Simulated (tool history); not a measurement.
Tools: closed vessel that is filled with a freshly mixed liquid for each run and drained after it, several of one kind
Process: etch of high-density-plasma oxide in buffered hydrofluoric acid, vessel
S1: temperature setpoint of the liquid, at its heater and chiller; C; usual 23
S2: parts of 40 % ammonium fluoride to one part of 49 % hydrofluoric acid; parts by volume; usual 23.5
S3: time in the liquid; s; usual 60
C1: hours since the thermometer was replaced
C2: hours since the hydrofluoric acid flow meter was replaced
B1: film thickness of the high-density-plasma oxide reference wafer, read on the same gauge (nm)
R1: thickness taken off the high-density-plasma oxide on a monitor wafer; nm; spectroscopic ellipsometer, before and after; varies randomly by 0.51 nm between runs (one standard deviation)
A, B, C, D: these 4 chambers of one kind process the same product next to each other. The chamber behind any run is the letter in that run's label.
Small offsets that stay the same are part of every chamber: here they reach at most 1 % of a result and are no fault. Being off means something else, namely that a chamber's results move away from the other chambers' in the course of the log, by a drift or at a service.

run 1C hour=15.7 | S1=23 S2=23.5 S3=60 | C1=729.3 C2=341 | B1=130.01 | R1=59.173
run 2D hour=22.5 | S1=23 S2=23.5 S3=60 | C1=982.1 C2=372.8 | B1=130 | R1=59.157
run 3B hour=32.8 | S1=23 S2=23.5 S3=60 | C1=1465 C2=289.5 | B1=129.94 | R1=58.76
run 4A hour=46.8 | S1=23 S2=23.5 S3=60 | C1=1361.1 C2=342.1 | B1=129.98 | R1=59.091
run 5D hour=61.2 | S1=23 S2=23.5 S3=60 | C1=1020.8 C2=411.5 | B1=129.99 | R1=60.065
run 6A hour=69.8 | S1=23 S2=23.5 S3=60 | C1=1384.1 C2=365.1 | B1=129.96 | R1=58.858
run 7C hour=85.5 | S1=23 S2=23.5 S3=60 | C1=799.1 C2=410.8 | B1=130 | R1=58.972
run 8B hour=95.6 | S1=23 S2=23.5 S3=60 | C1=1527.8 C2=352.3 | B1=130.02 | R1=59.922
run 9B hour=104.7 | S1=23 S2=23.5 S3=60 | C1=1536.9 C2=361.4 | B1=129.99 | R1=59.375
run 10A hour=114.2 | S1=23 S2=23.5 S3=60 | C1=1428.5 C2=409.5 | B1=129.97 | R1=58.954
run 11D hour=123.4 | S1=23 S2=23.5 S3=60 | C1=1083 C2=473.7 | B1=130 | R1=59.94
run 12C hour=137.2 | S1=23 S2=23.5 S3=60 | C1=850.8 C2=462.5 | B1=129.93 | R1=58.663
-- hour=141.8 chamber D: thermometer replaced
run 13B hour=149.5 | S1=23 S2=23.5 S3=60 | C1=1581.7 C2=406.2 | B1=130.05 | R1=59.287
run 14A hour=161.4 | S1=27.5 S2=23.5 S3=60 | C1=1475.7 C2=456.7 | B1=129.99 | R1=74.379
run 15D hour=169.8 | S1=27.5 S2=23.5 S3=60 | C1=28 C2=520.1 | B1=129.95 | R1=75.736
run 16C hour=180.7 | S1=27.5 S2=23.5 S3=60 | C1=894.3 C2=506 | B1=130.07 | R1=76.098
run 17C hour=193.1 | S1=27.5 S2=23.5 S3=60 | C1=906.7 C2=518.4 | B1=130.03 | R1=75.546
run 18D hour=208.8 | S1=23 S2=23.5 S3=60 | C1=67 C2=559.1 | B1=130 | R1=58.735
run 19B hour=224.5 | S1=23 S2=23.5 S3=60 | C1=1656.7 C2=481.2 | B1=130.01 | R1=59.849
run 20A hour=239.5 | S1=23 S2=23.5 S3=60 | C1=1553.8 C2=534.8 | B1=129.96 | R1=59.5
run 21C hour=251.2 | S1=23 S2=23.5 S3=60 | C1=964.8 C2=576.5 | B1=129.93 | R1=58.614
run 22A hour=265.5 | S1=23 S2=23.5 S3=60 | C1=1579.8 C2=560.8 | B1=129.96 | R1=58.984
run 23D hour=274.2 | S1=23 S2=23.5 S3=60 | C1=132.4 C2=624.5 | B1=129.97 | R1=58.692
run 24B hour=289.3 | S1=23 S2=23.5 S3=60 | C1=1721.5 C2=546 | B1=129.99 | R1=59.696

Is one chamber out of step, is the gauge drifting, or do the chambers differ by no more than their own small offsets? For an off chamber, give its letter and the likeliest cause.

No chamber stands off beyond its own small offset, and the gauge holds steady.
